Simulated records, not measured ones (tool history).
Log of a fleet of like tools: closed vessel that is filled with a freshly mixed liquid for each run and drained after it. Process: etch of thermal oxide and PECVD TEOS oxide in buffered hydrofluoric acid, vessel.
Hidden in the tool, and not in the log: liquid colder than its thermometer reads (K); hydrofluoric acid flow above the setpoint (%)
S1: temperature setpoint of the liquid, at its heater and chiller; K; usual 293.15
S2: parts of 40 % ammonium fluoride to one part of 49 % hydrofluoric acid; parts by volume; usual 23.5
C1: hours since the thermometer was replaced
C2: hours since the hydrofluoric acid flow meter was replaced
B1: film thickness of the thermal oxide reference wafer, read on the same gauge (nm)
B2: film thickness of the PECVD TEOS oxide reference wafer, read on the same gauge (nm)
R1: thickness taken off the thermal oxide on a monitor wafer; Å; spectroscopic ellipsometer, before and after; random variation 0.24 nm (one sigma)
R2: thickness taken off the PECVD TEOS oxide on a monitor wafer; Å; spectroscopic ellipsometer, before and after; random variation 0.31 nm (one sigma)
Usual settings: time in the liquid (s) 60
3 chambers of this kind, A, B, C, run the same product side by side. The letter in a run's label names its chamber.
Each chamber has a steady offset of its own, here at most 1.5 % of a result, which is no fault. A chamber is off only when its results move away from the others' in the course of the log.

{"run": "1C", "day": 0.338, "S1": 293.15, "S2": 23.5, "time in the liquid (s)": 60, "C1": 690.6, "C2": 1171.1, "B1": 60.013, "B2": 100, "R1": 252.14, "R2": 446.85}
{"run": "2B", "day": 0.7, "S1": 293.15, "S2": 23.5, "time in the liquid (s)": 60, "C1": 1001.1, "C2": 535.6, "B1": 59.996, "B2": 99.958, "R1": 249.88, "R2": 449.73}
{"day": 0.75, "done": "chamber C: hydrofluoric acid flow meter replaced"}
{"day": 1.033, "done": "chamber A: hydrofluoric acid flow meter replaced"}
{"run": "3A", "day": 1.125, "S1": 293.15, "S2": 23.5, "time in the liquid (s)": 60, "C1": 182.6, "C2": 2.2, "B1": 59.986, "B2": 100.01, "R1": 253.22, "R2": 455.01}
{"run": "4A", "day": 1.517, "S1": 293.15, "S2": 23.5, "time in the liquid (s)": 60, "C1": 192, "C2": 11.6, "B1": 60.006, "B2": 99.975, "R1": 250.7, "R2": 445.44}
{"run": "5B", "day": 1.921, "S1": 293.15, "S2": 23.5, "time in the liquid (s)": 60, "C1": 1030.4, "C2": 564.9, "B1": 60.026, "B2": 100.02, "R1": 249.88, "R2": 453.29}
{"run": "6C", "day": 2.304, "S1": 293.15, "S2": 16.5, "time in the liquid (s)": 60, "C1": 737.8, "C2": 37.4, "B1": 60.03, "B2": 100.02, "R1": 340.75, "R2": 607.7}
{"run": "7A", "day": 2.571, "S1": 293.15, "S2": 16.5, "time in the liquid (s)": 60, "C1": 217.3, "C2": 36.9, "B1": 60.036, "B2": 99.997, "R1": 340.08, "R2": 592.29}
{"run": "8C", "day": 2.971, "S1": 293.15, "S2": 16.5, "time in the liquid (s)": 60, "C1": 753.8, "C2": 53.4, "B1": 59.989, "B2": 99.983, "R1": 340.58, "R2": 602.69}
{"run": "9B", "day": 3.367, "S1": 293.15, "S2": 23.5, "time in the liquid (s)": 60, "C1": 1065.1, "C2": 599.6, "B1": 60.005, "B2": 99.982, "R1": 251.6, "R2": 448.84}
{"run": "10C", "day": 3.629, "S1": 293.15, "S2": 23.5, "time in the liquid (s)": 60, "C1": 769.6, "C2": 69.2, "B1": 60.01, "B2": 100, "R1": 253.7, "R2": 450.66}
{"run": "11B", "day": 3.958, "S1": 293.15, "S2": 23.5, "time in the liquid (s)": 60, "C1": 1079.3, "C2": 613.8, "B1": 60.032, "B2": 99.988, "R1": 248.71, "R2": 450.44}
{"run": "12A", "day": 4.333, "S1": 293.15, "S2": 28.5, "time in the liquid (s)": 60, "C1": 259.6, "C2": 79.2, "B1": 59.991, "B2": 99.998, "R1": 224.37, "R2": 390.51}
{"run": "13B", "day": 4.662, "S1": 293.15, "S2": 28.5, "time in the liquid (s)": 60, "C1": 1096.2, "C2": 630.7, "B1": 59.98, "B2": 99.972, "R1": 219.72, "R2": 390.13}
{"run": "14A", "day": 5.075, "S1": 293.15, "S2": 28.5, "time in the liquid (s)": 60, "C1": 277.4, "C2": 97, "B1": 59.973, "B2": 99.978, "R1": 222.28, "R2": 394.41}
{"run": "15C", "day": 5.538, "S1": 293.15, "S2": 23.5, "time in the liquid (s)": 60, "C1": 815.4, "C2": 115, "B1": 60.002, "B2": 99.997, "R1": 252.71, "R2": 449.37}
{"run": "16C", "day": 5.854, "S1": 293.15, "S2": 23.5, "time in the liquid (s)": 60, "C1": 823, "C2": 122.6, "B1": 59.981, "B2": 99.975, "R1": 251.33, "R2": 445.01}
{"run": "17A", "day": 6.133, "S1": 293.15, "S2": 23.5, "time in the liquid (s)": 60, "C1": 302.8, "C2": 122.4, "B1": 59.972, "B2": 99.999, "R1": 252.39, "R2": 445.04}
{"run": "18B", "day": 6.496, "S1": 293.15, "S2": 23.5, "time in the liquid (s)": 60, "C1": 1140.2, "C2": 674.7, "B1": 60.022, "B2": 99.994, "R1": 251.68, "R2": 452.7}
{"run": "19B", "day": 6.729, "S1": 293.15, "S2": 23.5, "time in the liquid (s)": 60, "C1": 1145.8, "C2": 680.3, "B1": 60.011, "B2": 100, "R1": 244.41, "R2": 450.17}
{"run": "20A", "day": 7.154, "S1": 293.15, "S2": 23.5, "time in the liquid (s)": 60, "C1": 327.3, "C2": 146.9, "B1": 60.014, "B2": 100.02, "R1": 252.46, "R2": 443.95}
{"run": "21C", "day": 7.404, "S1": 293.15, "S2": 23.5, "time in the liquid (s)": 60, "C1": 860.2, "C2": 159.8, "B1": 59.986, "B2": 99.991, "R1": 249.71, "R2": 454.7}
{"run": "22B", "day": 7.821, "S1": 293.15, "S2": 23.5, "time in the liquid (s)": 60, "C1": 1172, "C2": 706.5, "B1": 60.025, "B2": 99.997, "R1": 248.43, "R2": 448.82}
{"run": "23C", "day": 8.162, "S1": 295.15, "S2": 23.5, "time in the liquid (s)": 45, "C1": 878.4, "C2": 178, "B1": 60.018, "B2": 100.02, "R1": 210.54, "R2": 380.32}
{"run": "24A", "day": 8.504, "S1": 295.15, "S2": 23.5, "time in the liquid (s)": 45, "C1": 359.7, "C2": 179.3, "B1": 60.025, "B2": 99.99, "R1": 216.05, "R2": 374.84}
{"run": "25A", "day": 8.9, "S1": 295.15, "S2": 23.5, "time in the liquid (s)": 45, "C1": 369.2, "C2": 188.8, "B1": 60.001, "B2": 99.999, "R1": 213.78, "R2": 371.54}
{"run": "26B", "day": 9.329, "S1": 293.15, "S2": 23.5, "time in the liquid (s)": 60, "C1": 1208.2, "C2": 742.7, "B1": 60.003, "B2": 100, "R1": 245.41, "R2": 450.93}
{"run": "27C", "day": 9.571, "S1": 293.15, "S2": 23.5, "time in the liquid (s)": 60, "C1": 912.2, "C2": 211.8, "B1": 60.017, "B2": 100, "R1": 252.13, "R2": 450.27}
{"run": "28B", "day": 9.829, "S1": 293.15, "S2": 23.5, "time in the liquid (s)": 60, "C1": 1220.2, "C2": 754.7, "B1": 60.007, "B2": 100.02, "R1": 252.07, "R2": 444.38}
{"run": "29A", "day": 10.142, "S1": 293.15, "S2": 23.5, "time in the liquid (s)": 60, "C1": 399, "C2": 218.6, "B1": 59.957, "B2": 99.978, "R1": 255.04, "R2": 450.82}
{"run": "30C", "day": 10.621, "S1": 293.15, "S2": 23.5, "time in the liquid (s)": 60, "C1": 937.4, "C2": 237, "B1": 59.98, "B2": 99.993, "R1": 249.22, "R2": 446.23}
{"run": "31A", "day": 10.892, "S1": 293.15, "S2": 23.5, "time in the liquid (s)": 60, "C1": 417, "C2": 236.6, "B1": 60, "B2": 99.992, "R1": 252.96, "R2": 447.29}
{"run": "32B", "day": 11.275, "S1": 293.15, "S2": 23.5, "time in the liquid (s)": 60, "C1": 1254.9, "C2": 789.4, "B1": 59.99, "B2": 99.986, "R1": 251.64, "R2": 449.64}
{"run": "33C", "day": 11.679, "S1": 293.15, "S2": 23.5, "time in the liquid (s)": 60, "C1": 962.8, "C2": 262.4, "B1": 59.988, "B2": 100, "R1": 251.55, "R2": 446.68}
{"run": "34C", "day": 11.971, "S1": 293.15, "S2": 23.5, "time in the liquid (s)": 60, "C1": 969.8, "C2": 269.4, "B1": 59.963, "B2": 99.997, "R1": 256.93, "R2": 447.29}
{"run": "35B", "day": 12.388, "S1": 293.15, "S2": 23.5, "time in the liquid (s)": 60, "C1": 1281.6, "C2": 816.1, "B1": 60.02, "B2": 100.01, "R1": 249.6, "R2": 450.15}
{"run": "36A", "day": 12.854, "S1": 293.15, "S2": 23.5, "time in the liquid (s)": 60, "C1": 464.1, "C2": 283.7, "B1": 60.017, "B2": 99.999, "R1": 249.99, "R2": 450.36}
{"run": "37B", "day": 13.125, "S1": 293.15, "S2": 23.5, "time in the liquid (s)": 60, "C1": 1299.3, "C2": 833.8, "B1": 60.033, "B2": 100.02, "R1": 254.78, "R2": 447.26}
{"run": "38C", "day": 13.429, "S1": 293.15, "S2": 23.5, "time in the liquid (s)": 60, "C1": 1004.8, "C2": 304.4, "B1": 59.992, "B2": 99.991, "R1": 249.67, "R2": 454.41}
{"run": "39A", "day": 13.717, "S1": 293.15, "S2": 23.5, "time in the liquid (s)": 60, "C1": 484.8, "C2": 304.4, "B1": 59.983, "B2": 99.998, "R1": 254.99, "R2": 444.72}
{"run": "40B", "day": 14.167, "S1": 293.15, "S2": 23.5, "time in the liquid (s)": 60, "C1": 1324.3, "C2": 858.8, "B1": 60.009, "B2": 100.02, "R1": 251.81, "R2": 451.09}
{"run": "41A", "day": 14.596, "S1": 293.15, "S2": 23.5, "time in the liquid (s)": 60, "C1": 505.9, "C2": 325.5, "B1": 60.031, "B2": 100, "R1": 253.75, "R2": 442.87}
{"run": "42C", "day": 14.842, "S1": 293.15, "S2": 23.5, "time in the liquid (s)": 60, "C1": 1038.7, "C2": 338.3, "B1": 59.988, "B2": 99.984, "R1": 250.35, "R2": 447.8}

Next, every chamber runs the same settings. What will each give?
{"run": "43A", "day": 15.188, "S1": 293.15, "S2": 23.5, "time in the liquid (s)": 60, "R1": "?", "R2": "?"}
{"run": "43B", "day": 15.188, "S1": 293.15, "S2": 23.5, "time in the liquid (s)": 60, "R1": "?", "R2": "?"}
{"run": "43C", "day": 15.188, "S1": 293.15, "S2": 23.5, "time in the liquid (s)": 60, "R1": "?", "R2": "?"}

run=43A R1=256.44 R2=447.14
run=43B R1=255.85 R2=445.73
run=43C R1=251.98 R2=445.95
